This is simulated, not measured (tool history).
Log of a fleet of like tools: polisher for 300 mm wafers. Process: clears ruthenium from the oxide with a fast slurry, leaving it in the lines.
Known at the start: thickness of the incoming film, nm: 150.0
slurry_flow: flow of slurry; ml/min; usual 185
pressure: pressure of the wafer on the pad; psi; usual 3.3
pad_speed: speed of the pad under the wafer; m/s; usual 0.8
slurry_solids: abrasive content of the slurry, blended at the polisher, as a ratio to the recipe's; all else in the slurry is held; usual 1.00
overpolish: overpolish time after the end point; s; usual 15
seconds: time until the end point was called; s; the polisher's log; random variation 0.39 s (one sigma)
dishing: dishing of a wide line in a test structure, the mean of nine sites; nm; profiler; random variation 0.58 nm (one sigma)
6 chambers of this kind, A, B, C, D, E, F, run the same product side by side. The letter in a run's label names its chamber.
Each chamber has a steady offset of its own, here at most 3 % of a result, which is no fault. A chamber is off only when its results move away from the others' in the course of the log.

| run | hour | slurry_flow | pressure | pad_speed | slurry_solids | overpolish | seconds | dishing |
|---|---|---|---|---|---|---|---|---|
| 1F | 4.1 | 185 | 3.3 | 0.8 | 1.00 | 15 | 39.180 | 29.327 |
| 2B | 8.7 | 185 | 3.3 | 0.8 | 1.00 | 15 | 39.735 | 29.361 |
| 3D | 11.5 | 185 | 3.3 | 0.8 | 1.00 | 15 | 40.238 | 31.052 |
| 4A | 15.8 | 185 | 3.3 | 0.8 | 1.00 | 15 | 38.936 | 29.465 |
|  | 18.5 | chamber F: slurry nozzle cleaned |
| 5E | 18.8 | 185 | 3.3 | 0.8 | 1.00 | 15 | 39.066 | 29.844 |
|  | 23.8 | chamber F: worn pad replaced by a new one |
| 6C | 23.8 | 185 | 3.3 | 0.8 | 1.00 | 15 | 39.371 | 30.103 |
| 7E | 26.0 | 185 | 3.3 | 0.8 | 1.00 | 15 | 39.366 | 28.556 |
| 8C | 29.7 | 185 | 3.3 | 0.8 | 1.00 | 15 | 38.908 | 29.280 |
| 9A | 34.1 | 150 | 3.3 | 0.8 | 1.00 | 15 | 40.168 | 27.679 |
| 10D | 38.7 | 150 | 3.3 | 0.8 | 1.00 | 15 | 41.400 | 30.091 |
| 11B | 41.2 | 150 | 3.3 | 0.8 | 1.00 | 15 | 41.369 | 29.248 |
| 12F | 45.8 | 150 | 3.3 | 0.8 | 1.00 | 15 | 40.654 | 28.492 |
| 13C | 49.8 | 150 | 3.3 | 0.8 | 1.00 | 15 | 39.752 | 29.435 |
|  | 52.6 | chamber C: worn pad replaced by a new one |
| 14D | 53.9 | 150 | 3.3 | 0.8 | 1.00 | 15 | 40.905 | 30.847 |
| 15B | 57.2 | 185 | 3.3 | 0.8 | 1.00 | 15 | 39.233 | 28.796 |
|  | 58.0 | chamber E: slurry nozzle cleaned |
| 16A | 59.5 | 185 | 3.3 | 0.8 | 1.00 | 15 | 39.808 | 29.048 |
| 17F | 61.9 | 185 | 3.3 | 0.8 | 1.00 | 15 | 39.222 | 30.296 |
| 18E | 64.5 | 120 | 2.3 | 0.8 | 1.00 | 15 | 61.592 | 23.420 |
| 19F | 66.7 | 120 | 2.3 | 0.8 | 1.00 | 15 | 59.978 | 23.776 |
|  | 68.1 | chamber B: worn pad replaced by a new one |
| 20A | 71.2 | 120 | 2.3 | 0.8 | 1.00 | 15 | 64.380 | 22.663 |
|  | 72.4 | chamber D: slurry blender recalibrated |
| 21C | 75.0 | 120 | 2.3 | 0.8 | 1.00 | 15 | 61.968 | 23.605 |
| 22B | 77.9 | 120 | 2.3 | 0.8 | 1.00 | 15 | 60.193 | 23.980 |
| 23E | 82.1 | 120 | 2.3 | 0.8 | 1.00 | 15 | 61.617 | 23.704 |
| 24D | 84.8 | 185 | 3.3 | 0.8 | 0.85 | 15 | 42.318 | 29.184 |
| 25C | 88.0 | 185 | 3.3 | 0.8 | 0.85 | 15 | 42.590 | 28.057 |
| 26E | 90.4 | 185 | 3.3 | 0.8 | 0.85 | 15 | 42.559 | 30.146 |
|  | 90.6 | chamber E: worn pad replaced by a new one |
| 27B | 92.7 | 185 | 3.3 | 0.8 | 0.85 | 15 | 42.626 | 28.038 |
| 28A | 96.0 | 185 | 3.3 | 0.8 | 0.85 | 15 | 45.504 | 27.522 |
| 29D | 98.5 | 185 | 3.3 | 0.8 | 0.85 | 15 | 42.450 | 29.981 |
|  | 98.6 | chamber D: worn pad replaced by a new one |
|  | 100.3 | chamber B: head pressure recalibrated |
| 30F | 101.4 | 185 | 3.3 | 0.8 | 1.00 | 15 | 39.668 | 30.117 |
|  | 105.1 | chamber A: worn pad replaced by a new one |
| 31C | 106.1 | 185 | 3.3 | 0.8 | 1.00 | 15 | 39.169 | 30.449 |
| 32B | 108.5 | 185 | 3.3 | 0.8 | 1.00 | 15 | 39.549 | 28.850 |
| 33A | 110.9 | 185 | 3.3 | 0.8 | 1.00 | 15 | 41.726 | 29.022 |
|  | 114.8 | chamber E: head pressure recalibrated |
| 34D | 115.3 | 185 | 3.3 | 0.8 | 1.00 | 15 | 38.796 | 29.946 |
| 35E | 120.1 | 185 | 3.3 | 0.8 | 1.00 | 15 | 38.686 | 29.955 |
| 36F | 123.3 | 185 | 3.3 | 0.8 | 1.00 | 15 | 39.172 | 29.355 |
| 37D | 126.4 | 185 | 3.3 | 0.8 | 1.00 | 15 | 39.962 | 29.451 |
| 38A | 128.6 | 185 | 3.3 | 0.8 | 1.00 | 15 | 42.964 | 28.371 |
| 39E | 131.2 | 185 | 3.3 | 0.8 | 1.00 | 15 | 39.109 | 30.895 |
| 40B | 133.8 | 185 | 3.3 | 0.8 | 1.00 | 15 | 40.000 | 30.270 |

All 6 chambers run these settings next. Forecast each chamber's results:
| 41A | 137.4 | 185 | 3.3 | 0.8 | 1.00 | 15 | ? | ? |
| 41B | 137.4 | 185 | 3.3 | 0.8 | 1.00 | 15 | ? | ? |
| 41C | 137.4 | 185 | 3.3 | 0.8 | 1.00 | 15 | ? | ? |
| 41D | 137.4 | 185 | 3.3 | 0.8 | 1.00 | 15 | ? | ? |
| 41E | 137.4 | 185 | 3.3 | 0.8 | 1.00 | 15 | ? | ? |
| 41F | 137.4 | 185 | 3.3 | 0.8 | 1.00 | 15 | ? | ? |

| run | seconds | dishing |
|---|---|---|
| 41A | 42.340 | 28.185 |
| 41B | 39.228 | 29.172 |
| 41C | 39.551 | 29.942 |
| 41D | 39.502 | 30.054 |
| 41E | 38.856 | 30.082 |
| 41F | 38.855 | 29.214 |
